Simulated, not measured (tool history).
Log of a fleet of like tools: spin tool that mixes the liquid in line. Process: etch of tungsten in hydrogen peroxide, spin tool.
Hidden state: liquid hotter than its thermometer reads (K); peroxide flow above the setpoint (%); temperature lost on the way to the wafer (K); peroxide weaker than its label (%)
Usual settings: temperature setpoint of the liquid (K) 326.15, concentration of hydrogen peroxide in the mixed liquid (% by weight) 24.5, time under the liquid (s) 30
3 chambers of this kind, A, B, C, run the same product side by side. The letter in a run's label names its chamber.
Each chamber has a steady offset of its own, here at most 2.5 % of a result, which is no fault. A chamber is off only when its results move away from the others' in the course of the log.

run,hour,temperature setpoint of the liquid (K),concentration of hydrogen peroxide in the mixed liquid (% by weight),time under the liquid (s),hours since the thermometer was replaced,hours since the peroxide flow meter was replaced,hours since the heated supply line was repaired,hours since the drum of peroxide was connected,"read-back film thickness of the tungsten reference wafer, read on the same gauge (nm)",thickness taken off the tungsten on a monitor wafer (angstrom)
1A,9.1,326.15,24.5,30,375.5,497.1,254,843.3,150.02,398.63
2C,23.6,326.15,24.5,30,577.1,750.1,643,567.8,150,395
3B,38.5,326.15,24.5,30,759,96.5,859.4,912.7,150.03,406.02
4A,50.5,326.15,24.5,30,416.9,538.5,295.4,884.7,149.94,401.25
5C,59.5,326.15,24.5,30,613,786,678.9,603.7,150.02,393.15
6B,69.9,326.15,24.5,30,790.4,127.9,890.8,944.1,150.01,401.95
7B,78.1,326.15,24.5,30,798.6,136.1,899,952.3,149.97,404.05
8A,88,326.15,24.5,30,454.4,576,332.9,922.2,149.99,402.27
9C,101.4,326.15,24.5,30,654.9,827.9,720.8,645.6,149.97,391.59
10A,112.7,326.15,24.5,30,479.1,600.7,357.6,946.9,150.01,402.71
11B,119.7,326.15,24.5,30,840.2,177.7,940.6,993.9,150.02,402.68
12C,133.5,326.15,24.5,30,687,860,752.9,677.7,149.97,395.87
13B,142.3,326.15,24.5,30,862.8,200.3,963.2,1016.5,149.94,403.5
14A,157.2,326.15,24.5,30,523.6,645.2,402.1,991.4,149.99,405.54
15C,164.5,326.15,24.5,35,718,891,783.9,708.7,150.02,457.46
16C,173.7,326.15,24.5,35,727.2,900.2,793.1,717.9,150.01,462.04
17A,183,326.15,24.5,35,549.4,671,427.9,1017.2,150.02,475.4
18B,190.4,326.15,24.5,30,910.9,248.4,1011.3,1064.6,150.03,401.13
19C,203.4,326.15,24.5,30,756.9,929.9,822.8,747.6,150,394.55
20A,217.5,326.15,24.5,30,583.9,705.5,462.4,1051.7,150.01,415.07
21B,224.5,326.15,24.5,30,945,282.5,1045.4,1098.7,150.03,398.84
22C,234.6,326.15,24.5,30,788.1,961.1,854,778.8,150.03,394.48
23A,243,326.15,24.5,30,609.4,731,487.9,1077.2,150,417.77
24B,256.6,326.15,24.5,30,977.1,314.6,1077.5,1130.8,149.98,400.79
25B,269.8,326.15,24.5,30,990.3,327.8,1090.7,1144,149.98,403.83

What goes on in this fleet: one chamber off, a drifting gauge, or nothing beyond the chambers' own small offsets? Name the chamber and the cause, if any.

Chamber A drifts away from the others.
Cause: peroxide flow above the setpoint (%) = 10.6.
The log may not tell that from: liquid hotter than its thermometer reads (K).

Here are 4 candidates for chamber A's next run, each the usual settings with a change, their results left as question marks. Which one brings its results back in line with what the others give on the usual settings?
In line means no further than this from the other chambers' mean on the usual settings: thickness taken off the tungsten on a monitor wafer (angstrom) 6.5
26A-1,280.7,327.15,24.5,30,,,,,,?
26A-2,280.7,326.15,23,30,,,,,,?
26A-3,280.7,326.65,24.5,30,,,,,,?
26A-4,280.7,325.15,24.5,30,,,,,,?

The other chambers' mean on the usual settings: thickness taken off the tungsten on a monitor wafer (angstrom) 398.48
run,thickness taken off the tungsten on a monitor wafer (angstrom)
26A-1,451.6
26A-2,411.54
26A-3,438.05
26A-4,399.57
26A-4 brings the chamber back in line.

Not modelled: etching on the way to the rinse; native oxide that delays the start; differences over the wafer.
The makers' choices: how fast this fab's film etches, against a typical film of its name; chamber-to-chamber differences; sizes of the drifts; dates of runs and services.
